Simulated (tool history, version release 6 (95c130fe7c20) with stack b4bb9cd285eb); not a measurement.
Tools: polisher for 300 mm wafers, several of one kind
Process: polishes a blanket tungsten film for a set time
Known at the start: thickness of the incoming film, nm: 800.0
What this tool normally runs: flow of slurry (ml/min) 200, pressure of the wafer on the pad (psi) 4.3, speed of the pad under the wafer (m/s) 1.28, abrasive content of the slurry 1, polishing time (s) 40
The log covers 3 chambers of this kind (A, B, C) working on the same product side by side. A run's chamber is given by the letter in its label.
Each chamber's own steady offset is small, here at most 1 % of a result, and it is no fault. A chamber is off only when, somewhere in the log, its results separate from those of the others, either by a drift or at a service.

| run | day | flow of slurry (ml/min) | pressure of the wafer on the pad (psi) | speed of the pad under the wafer (m/s) | abrasive content of the slurry | polishing time (s) | film removed (angstrom) |
|---|---|---|---|---|---|---|---|
| 1A | 0.229 | 200 | 4.3 | 1.28 | 1 | 40 | 2764.3 |
|  | 0.317 | chamber B: worn pad replaced by a new one |
| 2C | 0.354 | 200 | 4.3 | 1.28 | 1 | 40 | 2779.6 |
| 3B | 0.575 | 200 | 4.3 | 1.28 | 1 | 40 | 2756.8 |
| 4B | 0.746 | 200 | 4.3 | 1.28 | 1 | 40 | 2744.6 |
| 5A | 0.871 | 200 | 4.3 | 1.28 | 1.25 | 48 | 3460.6 |
| 6C | 1.046 | 200 | 4.3 | 1.28 | 1.25 | 48 | 3532.8 |
|  | 1.058 | chamber C: slurry tank refilled with fresh slurry and peroxide |
| 7A | 1.25 | 200 | 4.3 | 1.28 | 1.25 | 48 | 3465.3 |
|  | 1.329 | chamber C: worn pad replaced by a new one |
| 8B | 1.425 | 200 | 4.3 | 1.28 | 1 | 40 | 2704.7 |
|  | 1.583 | chamber C: slurry blender recalibrated |
| 9C | 1.692 | 200 | 4.3 | 1.28 | 1 | 40 | 2752.5 |
| 10C | 1.821 | 200 | 4.3 | 1.28 | 1 | 40 | 2805.1 |
|  | 1.846 | chamber A: worn pad replaced by a new one |
| 11B | 2.058 | 200 | 4.3 | 0.92 | 1 | 35 | 1744.4 |
| 12A | 2.3 | 200 | 4.3 | 0.92 | 1 | 35 | 1721.6 |
| 13C | 2.588 | 200 | 4.3 | 0.92 | 1 | 35 | 1737.3 |
| 14B | 2.738 | 200 | 4.3 | 1.28 | 1 | 40 | 2753.7 |
|  | 2.771 | chamber B: head pressure recalibrated |
|  | 2.85 | chamber A: slurry nozzle cleaned |
| 15A | 2.871 | 200 | 4.3 | 1.28 | 1 | 40 | 2708.3 |
| 16B | 3.088 | 200 | 4.3 | 1.28 | 1 | 40 | 2557.2 |
| 17C | 3.362 | 200 | 4.3 | 1.28 | 1 | 40 | 2755.7 |
|  | 3.371 | chamber A: slurry blender recalibrated |
| 18A | 3.579 | 200 | 4.3 | 1.28 | 1 | 40 | 2744.2 |
|  | 3.846 | chamber A: worn pad replaced by a new one |
| 19C | 3.854 | 200 | 4.3 | 1.28 | 1 | 40 | 2764.8 |
|  | 3.9 | chamber A: slurry tank refilled with fresh slurry and peroxide |
| 20A | 4.046 | 200 | 4.3 | 1.28 | 1 | 40 | 2732.1 |
| 21B | 4.325 | 200 | 4.3 | 1.28 | 1 | 40 | 2565.8 |
| 22A | 4.512 | 200 | 4.3 | 1.28 | 1 | 40 | 2725.4 |
|  | 4.604 | chamber C: worn pad replaced by a new one |
| 23C | 4.762 | 200 | 4.3 | 1.28 | 1 | 40 | 2719.4 |
| 24B | 4.938 | 200 | 4.3 | 1.28 | 1 | 40 | 2584.8 |
|  | 5.079 | chamber B: worn pad replaced by a new one |
|  | 5.15 | chamber A: head pressure recalibrated |
|  | 5.208 | chamber C: slurry nozzle cleaned |
| 25C | 5.212 | 200 | 4.3 | 1.28 | 1 | 40 | 2749.7 |
| 26A | 5.454 | 200 | 4.3 | 1.28 | 1 | 40 | 2743.3 |
| 27B | 5.596 | 175 | 4.3 | 1.28 | 0.9 | 40 | 2440.7 |
| 28A | 5.85 | 175 | 4.3 | 1.28 | 0.9 | 40 | 2647.5 |
|  | 5.938 | chamber C: slurry tank refilled with fresh slurry and peroxide |
|  | 6.067 | chamber A: worn pad replaced by a new one |
| 29C | 6.096 | 175 | 4.3 | 1.28 | 0.9 | 40 | 2666.8 |
| 30B | 6.325 | 200 | 4.3 | 1.28 | 1 | 40 | 2553 |
| 31C | 6.504 | 200 | 4.3 | 1.28 | 1 | 40 | 2770.9 |
| 32A | 6.7 | 200 | 4.3 | 1.28 | 1 | 40 | 2738.2 |
| 33B | 6.954 | 200 | 4.3 | 1.28 | 1 | 40 | 2576.3 |
| 34C | 7.204 | 200 | 4.3 | 1.28 | 1 | 40 | 2763.5 |
| 35A | 7.346 | 200 | 4.3 | 1.28 | 1 | 40 | 2759.4 |
| 36B | 7.583 | 200 | 4.3 | 1.28 | 1 | 40 | 2543.9 |
| 37B | 7.779 | 200 | 4.3 | 1.28 | 1 | 33 | 2123.7 |
| 38A | 7.929 | 200 | 4.3 | 1.28 | 1 | 33 | 2254.6 |
| 39C | 8.1 | 200 | 4.3 | 1.28 | 1 | 33 | 2283.4 |
| 40B | 8.35 | 200 | 4.3 | 1.28 | 1 | 50 | 3181.9 |
| 41C | 8.508 | 200 | 4.3 | 1.28 | 1 | 50 | 3474.7 |

One chamber off, gauge drift, or nothing amiss beyond the chambers' own small offsets? If it is a chamber, which one, and what is the likeliest cause?

A service left chamber B off against the others.
What lies behind it: head's pressure below its setpoint, % = 6.

Here are 4 candidates for chamber B's next run, each the usual settings with a change, their results left as question marks. Which one brings its results back in line with what the others give on the usual settings?
A result is in line if it is within this distance of the other chambers' mean on the usual settings: film removed (angstrom) 74
| 42B-1 | 8.717 | 200 | 4.3 | 1.14 | 1 | 40 | ? |
| 42B-2 | 8.717 | 200 | 4.5 | 1.32 | 1 | 42 | ? |
| 42B-3 | 8.717 | 200 | 4.4 | 1.3 | 1 | 41 | ? |
| 42B-4 | 8.717 | 200 | 4 | 1.28 | 1 | 40 | ? |

The other chambers' mean on the usual settings: film removed (angstrom) 2744.3
| run | film removed (angstrom) |
|---|---|
| 42B-1 | 2280.6 |
| 42B-2 | 2905.3 |
| 42B-3 | 2730.2 |
| 42B-4 | 2381.2 |
The answer is 42B-3, which returns the chamber to within the allowed miss of the others.
